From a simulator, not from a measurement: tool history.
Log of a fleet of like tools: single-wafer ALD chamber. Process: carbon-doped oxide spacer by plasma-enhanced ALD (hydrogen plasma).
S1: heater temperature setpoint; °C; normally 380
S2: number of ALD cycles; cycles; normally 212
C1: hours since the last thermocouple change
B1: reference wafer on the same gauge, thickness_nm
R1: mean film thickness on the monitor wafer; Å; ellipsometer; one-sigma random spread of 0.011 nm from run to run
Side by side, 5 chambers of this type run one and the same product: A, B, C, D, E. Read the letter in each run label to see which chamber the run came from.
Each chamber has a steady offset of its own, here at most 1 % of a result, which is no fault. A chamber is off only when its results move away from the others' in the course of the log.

run 1B hour=5.6 | S1=380 S2=212 | C1=1084 | B1=9.7034 | R1=104.81
run 2E hour=9.3 | S1=380 S2=212 | C1=1087.4 | B1=9.6985 | R1=106.19
run 3C hour=14.5 | S1=380 S2=212 | C1=2187.6 | B1=9.6969 | R1=106.33
run 4A hour=21 | S1=380 S2=212 | C1=1021.2 | B1=9.6958 | R1=105.7
run 5D hour=25 | S1=380 S2=212 | C1=380.9 | B1=9.6933 | R1=105.67
run 6C hour=31.3 | S1=392 S2=212 | C1=2204.4 | B1=9.6981 | R1=106.16
run 7E hour=38.6 | S1=392 S2=212 | C1=1116.7 | B1=9.6958 | R1=106.2
run 8B hour=44.4 | S1=392 S2=212 | C1=1122.8 | B1=9.6938 | R1=105.03
run 9A hour=48.9 | S1=392 S2=212 | C1=1049.1 | B1=9.6919 | R1=105.86
run 10D hour=55.6 | S1=392 S2=212 | C1=411.5 | B1=9.6899 | R1=105.55
run 11C hour=62.3 | S1=380 S2=212 | C1=2235.4 | B1=9.6893 | R1=106.3
run 12E hour=69.4 | S1=380 S2=212 | C1=1147.5 | B1=9.6859 | R1=106.21
run 13B hour=76.6 | S1=380 S2=212 | C1=1155 | B1=9.6867 | R1=104.82
run 14D hour=84.2 | S1=394 S2=212 | C1=440.1 | B1=9.6835 | R1=105.59
run 15A hour=88.9 | S1=394 S2=212 | C1=1089.1 | B1=9.6864 | R1=105.55
-- hour=93 chamber E: thermocouple changed; heater temperature recalibrated
run 16E hour=95.3 | S1=394 S2=212 | C1=2.3 | B1=9.6825 | R1=106.01
run 17D hour=99.7 | S1=394 S2=212 | C1=455.6 | B1=9.6821 | R1=105.54
run 18A hour=107.4 | S1=394 S2=212 | C1=1107.6 | B1=9.68 | R1=105.53
run 19C hour=115.1 | S1=380 S2=212 | C1=2288.2 | B1=9.6798 | R1=106.21
run 20B hour=121.9 | S1=380 S2=212 | C1=1200.3 | B1=9.6772 | R1=104.82
run 21C hour=125.9 | S1=380 S2=212 | C1=2299 | B1=9.6787 | R1=106.27
run 22B hour=129.4 | S1=380 S2=212 | C1=1207.8 | B1=9.6757 | R1=104.75
run 23E hour=134.5 | S1=380 S2=212 | C1=41.5 | B1=9.6759 | R1=105.94
-- hour=136.4 chamber A: thermocouple changed; heater temperature recalibrated
run 24D hour=139.8 | S1=380 S2=212 | C1=495.7 | B1=9.6759 | R1=105.47
run 25A hour=143.9 | S1=380 S2=212 | C1=7.6 | B1=9.6743 | R1=105.22
run 26D hour=149.9 | S1=380 S2=212 | C1=505.8 | B1=9.6725 | R1=105.5
run 27C hour=156.4 | S1=388 S2=212 | C1=2329.5 | B1=9.6731 | R1=106.08
run 28B hour=163.2 | S1=388 S2=212 | C1=1241.6 | B1=9.6703 | R1=104.57
run 29E hour=167.2 | S1=388 S2=212 | C1=74.2 | B1=9.6663 | R1=105.91
run 30A hour=171.4 | S1=388 S2=212 | C1=35.1 | B1=9.6713 | R1=105.44
run 31B hour=177 | S1=388 S2=212 | C1=1255.4 | B1=9.6687 | R1=104.55
run 32E hour=183 | S1=380 S2=212 | C1=90 | B1=9.6687 | R1=105.98
run 33A hour=187.5 | S1=380 S2=212 | C1=51.2 | B1=9.6664 | R1=105.33
run 34D hour=191.4 | S1=380 S2=212 | C1=547.3 | B1=9.6657 | R1=105.37
run 35C hour=195.4 | S1=380 S2=212 | C1=2368.5 | B1=9.6631 | R1=105.85
run 36A hour=201.4 | S1=380 S2=212 | C1=65.1 | B1=9.6647 | R1=105.35
run 37B hour=207.5 | S1=380 S2=212 | C1=1285.9 | B1=9.665 | R1=104.55
run 38E hour=211.3 | S1=380 S2=212 | C1=118.3 | B1=9.6625 | R1=105.97
run 39D hour=215.1 | S1=373 S2=225 | C1=571 | B1=9.6615 | R1=111.73
run 40C hour=218.9 | S1=373 S2=225 | C1=2392 | B1=9.6612 | R1=112.37
run 41A hour=223.7 | S1=373 S2=225 | C1=87.4 | B1=9.6609 | R1=111.83
run 42D hour=231.4 | S1=373 S2=225 | C1=587.3 | B1=9.661 | R1=111.73
run 43C hour=234.8 | S1=373 S2=225 | C1=2407.9 | B1=9.6595 | R1=112.33

All chambers now run identical settings, listed one chamber a line with results as question marks. What results will each chamber show?
run 44A hour=240.4 | S1=394 S2=212 | R1=?
run 44B hour=240.4 | S1=394 S2=212 | R1=?
run 44C hour=240.4 | S1=394 S2=212 | R1=?
run 44D hour=240.4 | S1=394 S2=212 | R1=?
run 44E hour=240.4 | S1=394 S2=212 | R1=?

run=44A R1=105.4
run=44B R1=104.41
run=44C R1=106.03
run=44D R1=105.28
run=44E R1=105.9

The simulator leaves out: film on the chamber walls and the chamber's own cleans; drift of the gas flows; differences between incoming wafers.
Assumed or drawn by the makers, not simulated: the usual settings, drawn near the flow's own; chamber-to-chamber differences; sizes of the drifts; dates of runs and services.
